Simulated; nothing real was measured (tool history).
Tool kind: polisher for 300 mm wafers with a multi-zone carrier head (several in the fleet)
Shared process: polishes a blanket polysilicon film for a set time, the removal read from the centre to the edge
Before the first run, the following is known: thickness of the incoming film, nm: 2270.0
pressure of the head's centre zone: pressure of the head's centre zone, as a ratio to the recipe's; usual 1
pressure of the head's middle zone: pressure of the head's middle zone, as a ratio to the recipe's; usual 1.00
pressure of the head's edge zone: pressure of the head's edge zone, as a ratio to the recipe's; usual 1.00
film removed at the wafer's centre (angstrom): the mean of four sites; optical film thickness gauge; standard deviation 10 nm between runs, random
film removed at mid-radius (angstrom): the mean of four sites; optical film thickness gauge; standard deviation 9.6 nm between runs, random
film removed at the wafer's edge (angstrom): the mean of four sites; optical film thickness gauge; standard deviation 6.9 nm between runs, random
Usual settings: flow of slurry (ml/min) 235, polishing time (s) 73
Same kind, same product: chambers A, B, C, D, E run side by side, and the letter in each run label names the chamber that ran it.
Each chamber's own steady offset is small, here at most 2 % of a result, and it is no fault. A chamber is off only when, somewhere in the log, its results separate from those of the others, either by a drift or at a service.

run,hour,flow of slurry (ml/min),pressure of the head's centre zone,pressure of the head's middle zone,pressure of the head's edge zone,polishing time (s),film removed at the wafer's centre (angstrom),film removed at mid-radius (angstrom),film removed at the wafer's edge (angstrom)
# hour 3.3: chamber A: edge zone pressure recalibrated
1C,9.4,235,1,1.00,1.00,73,8172.8,8050.2,8232.0
# hour 11.0: chamber B: worn pad replaced by a new one
2D,17.7,235,1,1.00,1.00,73,8062.0,8256.5,8175.3
# hour 24.0: chamber E: worn pad replaced by a new one
3B,24.3,235,1,1.00,1.00,73,8183.9,8324.5,8071.0
# hour 26.8: chamber B: slurry nozzle cleaned
# hour 28.7: chamber D: slurry nozzle cleaned
4A,33.5,235,1,1.00,1.00,73,8229.0,8158.7,8202.4
5E,40.6,235,1,1.11,0.95,73,7955.7,9089.1,8168.4
# hour 41.3: chamber A: worn pad replaced by a new one
6E,46.6,235,1,1.11,0.95,73,8103.3,9191.5,7996.4
7D,56.6,235,1,1.11,0.95,73,8058.1,9086.9,7931.7
8C,62.7,235,1,1.11,0.95,73,8205.6,8823.5,7978.5
# hour 64.0: chamber A: centre zone pressure recalibrated
# hour 67.2: chamber E: slurry nozzle cleaned
9A,71.2,235,1,1.11,0.95,73,8259.3,9042.6,7753.4
10B,80.8,235,1,1.00,1.00,73,8113.7,8281.9,8232.1
11E,89.0,235,1,1.00,1.00,73,8342.4,8330.7,8347.0
12D,94.8,300,1,1.00,1.00,73,8233.3,8383.9,8357.4
# hour 99.9: chamber D: worn pad replaced by a new one
# hour 102.4: chamber E: centre zone pressure recalibrated
13B,105.4,300,1,1.00,1.00,73,8569.8,8448.8,8443.3
# hour 106.6: chamber B: worn pad replaced by a new one
14A,112.0,300,1,1.00,1.00,73,8594.8,8483.4,8144.7
15C,117.5,300,1,1.00,1.00,73,8468.4,8249.0,8383.5
# hour 118.3: chamber E: worn pad replaced by a new one
# hour 121.5: chamber D: centre zone pressure recalibrated
16B,124.5,300,1,1.00,1.00,73,8347.6,8530.1,8416.2
# hour 125.4: chamber C: worn pad replaced by a new one
17D,131.7,235,1,1.00,1.00,73,8243.0,8129.5,8124.1
# hour 139.2: chamber A: slurry nozzle cleaned
18E,143.3,235,1,1.00,1.00,73,8142.8,8310.4,8262.3
19A,154.7,235,1,1.00,1.00,73,8468.5,8129.6,8108.1
20C,165.4,235,1,1.00,1.00,73,8122.1,7921.8,8264.8
21C,172.3,235,1,1.00,1.00,73,8208.8,8023.6,8229.4
22B,180.8,235,1,1.00,1.00,73,8132.7,8384.0,8124.8
# hour 182.5: chamber D: worn pad replaced by a new one
# hour 183.0: chamber B: worn pad replaced by a new one
# hour 184.8: chamber A: worn pad replaced by a new one
# hour 186.0: chamber C: centre zone pressure recalibrated
23D,187.5,235,1,1.00,1.00,73,8055.1,8128.0,8152.9
24E,197.8,305,1,1.00,1.12,73,8493.8,8567.3,9081.1
# hour 206.1: chamber E: worn pad replaced by a new one
25A,206.9,305,1,1.00,1.12,73,8669.6,8565.3,8776.6
26D,214.5,305,1,1.00,1.12,73,8314.9,8511.4,8855.9
27A,223.7,305,1,1.00,1.12,73,8725.2,8467.2,8802.9
28B,235.1,305,1,1.00,1.12,73,8450.8,8362.4,8774.5
29E,242.6,235,1,1.00,1.00,81,9010.7,9010.3,9252.5
30C,253.3,235,1,1.00,1.00,81,9823.0,8895.1,9012.5
# hour 254.9: chamber C: worn pad replaced by a new one
# hour 258.5: chamber B: edge zone pressure recalibrated
# hour 260.4: chamber B: worn pad replaced by a new one
31A,263.0,235,1,1.00,1.00,81,9184.0,9082.4,9044.8
32E,272.9,235,1,1.00,1.00,81,8905.4,9074.8,9147.1
# hour 274.5: chamber D: slurry nozzle cleaned
# hour 280.5: chamber D: worn pad replaced by a new one
33D,283.2,235,1,1.00,1.00,81,8838.1,9221.2,9087.0
# hour 283.4: chamber E: worn pad replaced by a new one
34B,292.4,235,1,1.00,1.00,73,8167.0,8434.6,8039.1
35C,298.5,235,1,1.00,1.00,73,8839.7,8060.6,8080.9
# hour 301.6: chamber A: worn pad replaced by a new one
36D,307.4,235,1,1.00,1.00,73,8106.4,8135.9,8235.5
37E,316.1,265,1,1.09,1.00,73,8363.8,8997.5,8373.9
38B,324.4,265,1,1.09,1.00,73,8344.3,8908.3,8275.7
39A,332.3,265,1,1.09,1.00,73,8349.8,8937.0,8087.6
# hour 335.9: chamber B: worn pad replaced by a new one
40C,339.5,265,1,1.09,1.00,73,9005.6,8882.4,8366.8
41D,349.3,265,1,1.09,1.00,73,8252.2,9190.8,8236.3
42B,356.3,235,1,1.00,1.00,73,8213.1,8196.6,8136.3

All 5 chambers run these settings next. Forecast each chamber's results:
43A,364.7,235,1,1.00,1.00,49,?,?,?
43B,364.7,235,1,1.00,1.00,49,?,?,?
43C,364.7,235,1,1.00,1.00,49,?,?,?
43D,364.7,235,1,1.00,1.00,49,?,?,?
43E,364.7,235,1,1.00,1.00,49,?,?,?

run,film removed at the wafer's centre (angstrom),film removed at mid-radius (angstrom),film removed at the wafer's edge (angstrom)
43A,5659.9,5526.0,5496.1
43B,5496.7,5489.3,5466.2
43C,5993.2,5415.2,5492.1
43D,5441.5,5518.2,5441.8
43E,5404.7,5526.0,5582.9
